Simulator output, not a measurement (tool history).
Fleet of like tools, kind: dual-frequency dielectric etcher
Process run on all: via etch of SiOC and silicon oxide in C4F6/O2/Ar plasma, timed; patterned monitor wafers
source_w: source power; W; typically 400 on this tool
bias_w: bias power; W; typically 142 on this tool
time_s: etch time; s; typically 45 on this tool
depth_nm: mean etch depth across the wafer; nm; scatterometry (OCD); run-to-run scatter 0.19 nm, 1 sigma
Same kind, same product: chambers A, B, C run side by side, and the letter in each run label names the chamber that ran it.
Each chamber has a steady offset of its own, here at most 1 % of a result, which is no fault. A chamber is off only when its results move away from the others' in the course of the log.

run   hour  source_w  bias_w  time_s  hours since the last wet clean  hours since the last source power generator calibration  hours since the last bias power generator calibration  read-back reference wafer on the same gauge, depth_nm  depth_nm
 1B    6.5       400     142      45                           502.3                                                   2765.8                                                  319.6                                                 43.924    47.539
 2A    9.8       400     142      45                           577.4                                                    231.8                                                  934.8                                                 43.894    46.871
 3C     15       400     142      45                           184.1                                                   3982.6                                                 2155.7                                                 43.912    47.277
 4B   18.4       400     142      45                           514.2                                                   2777.7                                                  331.5                                                 43.877      47.6
 5C   21.4       400     142      45                           190.5                                                     3989                                                 2162.1                                                 43.916    47.306
      25.4  -- chamber B: wet clean of the chamber
 6A     28       400     142      45                           595.6                                                      250                                                    953                                                  43.94    46.919
 7A   33.3       400     142      45                           600.9                                                    255.3                                                  958.3                                                 43.907    46.885
 8C   37.5       400     142      45                           206.6                                                   4005.1                                                 2178.2                                                 43.903    47.229
 9B   40.8       400     142      45                            15.4                                                   2800.1                                                  353.9                                                 43.905     47.47
10A   47.1       400     142      45                           614.7                                                    269.1                                                  972.1                                                 43.887    47.171
11C   52.5       400     142      45                           221.6                                                   4020.1                                                 2193.2                                                 43.899    47.541
12B   56.6       400     142      34                            31.2                                                   2815.9                                                  369.7                                                  43.91    35.772
13A   61.5       400     142      34                           629.1                                                    283.5                                                  986.5                                                 43.919    35.375
14C   68.1       400     142      34                           237.2                                                   4035.7                                                 2208.8                                                 43.896    35.935
15B   72.1       400     142      45                            46.7                                                   2831.4                                                  385.2                                                  43.89    47.468
16A   78.4       400     142      45                             646                                                    300.4                                                 1003.4                                                 43.908    47.089
        79  -- chamber A: wet clean of the chamber
17B   82.9       400     142      45                            57.5                                                   2842.2                                                    396                                                 43.894    47.595
18C   87.8       400     142      45                           256.9                                                   4055.4                                                 2228.5                                                 43.895    47.125
19B   94.4       400     142      45                              69                                                   2853.7                                                  407.5                                                 43.842    47.521
20C  100.5       400     142      45                           269.6                                                   4068.1                                                 2241.2                                                 43.878    47.713
21A  105.3       400     115      45                            26.4                                                    327.3                                                 1030.3                                                 43.903    42.855
22A  111.9       400     115      45                              33                                                    333.9                                                 1036.9                                                 43.879    42.979
23C    117       400     115      45                           286.1                                                   4084.6                                                 2257.7                                                 43.925    44.694
24B  121.7       450     154      45                            96.3                                                     2881                                                  434.8                                                 43.871    50.571
25C  125.7       450     154      45                           294.8                                                   4093.3                                                 2266.4                                                 43.892    51.084
26B  129.8       450     154      45                           104.4                                                   2889.1                                                  442.9                                                 43.886    51.399
27A    135       400     142      45                            56.1                                                      357                                                   1060                                                 43.931    45.779
28B  141.7       400     142      45                           116.3                                                     2901                                                  454.8                                                 43.903    48.072
29A  144.7       400     142      45                            65.8                                                    366.7                                                 1069.7                                                 43.879    45.787
30C  149.3       400     142      45                           318.4                                                   4116.9                                                   2290                                                 43.869    47.256
31C  155.2       400     142      45                           324.3                                                   4122.8                                                 2295.9                                                 43.903    47.403
32A  158.3       480     142    40.5                            79.4                                                    380.3                                                 1083.3                                                 43.873    44.347
33B  162.3       480     142    40.5                           136.9                                                   2921.6                                                  475.4                                                  43.92    45.708
34C  165.7       480     142    40.5                           334.8                                                   4133.3                                                 2306.4                                                  43.94    46.242
35B  172.5       400     142      45                           147.1                                                   2931.8                                                  485.6                                                 43.914    47.548
36A  178.9       310     142    33.5                             100                                                    400.9                                                 1103.9                                                 43.915    30.925
37A  182.3       310     142    33.5                           103.4                                                    404.3                                                 1107.3                                                 43.918    30.982
38C  188.2       310     142    33.5                           357.3                                                   4155.8                                                 2328.9                                                 43.895    31.755
39B  192.2       400     142      45                           166.8                                                   2951.5                                                  505.3                                                 43.926    47.272

Read the log: is a single chamber off, either drifting away or since a service, is the gauge that measures every chamber drifting, or is nothing wrong beyond small per-chamber offsets? Name any odd chamber and what most likely caused it.

After it was serviced, chamber A no longer matches the other chambers.
What lies behind it: etch rate under this chamber's usual, % = 2.28.

Here are 4 candidates for chamber A's next run, each the usual settings with a change, their results left as question marks. Which one brings its results back in line with what the others give on the usual settings?
In line here means within this much of the mean the other chambers give on the usual settings: depth_nm 0.68 nm
40A-1  197.1       360     142      45                                                                                                                                                                                                                ?
40A-2  197.1       400     137      45                                                                                                                                                                                                                ?
40A-3  197.1       400     142    46.5                                                                                                                                                                                                                ?
40A-4  197.1       400     142    45.5                                                                                                                                                                                                                ?

Average result of the remaining chambers running the usual settings: depth_nm 47.534 nm
  run  depth_nm
40A-1    43.956
40A-2    45.293
40A-3    47.324
40A-4    46.307
Change 40A-3 lands the chamber within the allowed miss of the other chambers.
